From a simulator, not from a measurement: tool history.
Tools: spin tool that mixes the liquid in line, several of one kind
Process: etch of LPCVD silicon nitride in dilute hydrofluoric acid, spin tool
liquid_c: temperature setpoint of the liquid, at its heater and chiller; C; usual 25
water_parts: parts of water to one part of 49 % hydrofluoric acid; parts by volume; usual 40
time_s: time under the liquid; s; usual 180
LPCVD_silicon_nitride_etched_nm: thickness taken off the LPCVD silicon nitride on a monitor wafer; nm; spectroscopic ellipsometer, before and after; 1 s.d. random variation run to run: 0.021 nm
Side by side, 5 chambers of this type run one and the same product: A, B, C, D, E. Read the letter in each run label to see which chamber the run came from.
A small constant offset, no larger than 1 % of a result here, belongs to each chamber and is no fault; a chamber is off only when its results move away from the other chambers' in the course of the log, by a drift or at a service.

run	hour	liquid_c	water_parts	time_s	read-back film thickness of the LPCVD silicon nitride reference wafer, read on the same gauge (nm)	LPCVD_silicon_nitride_etched_nm
1D	10.1	25	40	180	80.012	2.235
2A	20.1	25	40	180	79.998	2.2314
# hour 27: chamber E: hydrofluoric acid flow meter replaced
3C	28.7	25	40	180	79.997	2.2617
4E	38.8	25	40	180	79.998	2.2179
5B	48.4	25	40	180	79.978	2.2414
6A	60.4	25	40	180	79.993	2.2225
7E	70.6	25	40	180	80.009	2.1911
# hour 83.2: chamber D: hydrofluoric acid flow meter replaced
8B	83.4	25	40	180	80.014	2.2275
9C	92.1	25	50	245	80.006	2.4305
10D	104.8	25	50	245	79.987	2.4735
11B	113.8	25	50	245	80.007	2.4651
12C	122.9	25	50	245	80.008	2.4037
13A	135.6	25	50	245	80.021	2.4501
14D	142.2	27	55	180	79.976	1.839
15E	150.3	27	55	180	80.007	1.8326
16D	157.3	27	55	180	80.003	1.8521
17E	169.7	27	55	180	80.008	1.8655
18A	182.5	27	55	180	79.978	1.8461
19B	191	25	40	180	80.005	2.2664
20C	199.5	25	40	180	80.006	2.1345
21C	213.2	25	40	180	80.003	2.121
22B	225.2	25	40	180	79.973	2.233
23E	235.4	25	40	180	79.974	2.1882
24D	246.9	25	40	180	79.993	2.2316
25A	259.1	25	40	180	80.003	2.2516
26E	266.5	25	40	180	80	2.2297
27A	278.3	25	40	180	79.99	2.218
28C	285.8	25	40	180	79.996	2.0931
29D	298.8	25	40	180	79.999	2.2311
30B	312.1	23	40	235	79.985	2.569
31E	320.1	23	40	235	80.017	2.5175

Read the log: is a single chamber off, either drifting away or since a service, is the gauge that measures every chamber drifting, or is nothing wrong beyond small per-chamber offsets? Name any odd chamber and what most likely caused it.

One chamber, C, drifts off from the rest bit by bit.
What lies behind it: liquid colder than its thermometer reads (K) = 1.54.
The log might look much the same if the cause were instead: hydrofluoric acid flow below the setpoint (%).

Here are 4 candidates for chamber C's next run, each the usual settings with a change, their results left as question marks. Which one brings its results back in line with what the others give on the usual settings?
A result is in line if it is within this distance of the other chambers' mean on the usual settings: LPCVD_silicon_nitride_etched_nm 0.073 nm
32C-1	330.5	25	40	165		?
32C-2	330.5	25	40	175		?
32C-3	330.5	26.5	40	180		?
32C-4	330.5	25	40	185		?

Mean of the other chambers on the usual settings: LPCVD_silicon_nitride_etched_nm 2.2274 nm
run	LPCVD_silicon_nitride_etched_nm
32C-1	1.8655
32C-2	1.9786
32C-3	2.2495
32C-4	2.0916
32C-3 brings the chamber back in line.

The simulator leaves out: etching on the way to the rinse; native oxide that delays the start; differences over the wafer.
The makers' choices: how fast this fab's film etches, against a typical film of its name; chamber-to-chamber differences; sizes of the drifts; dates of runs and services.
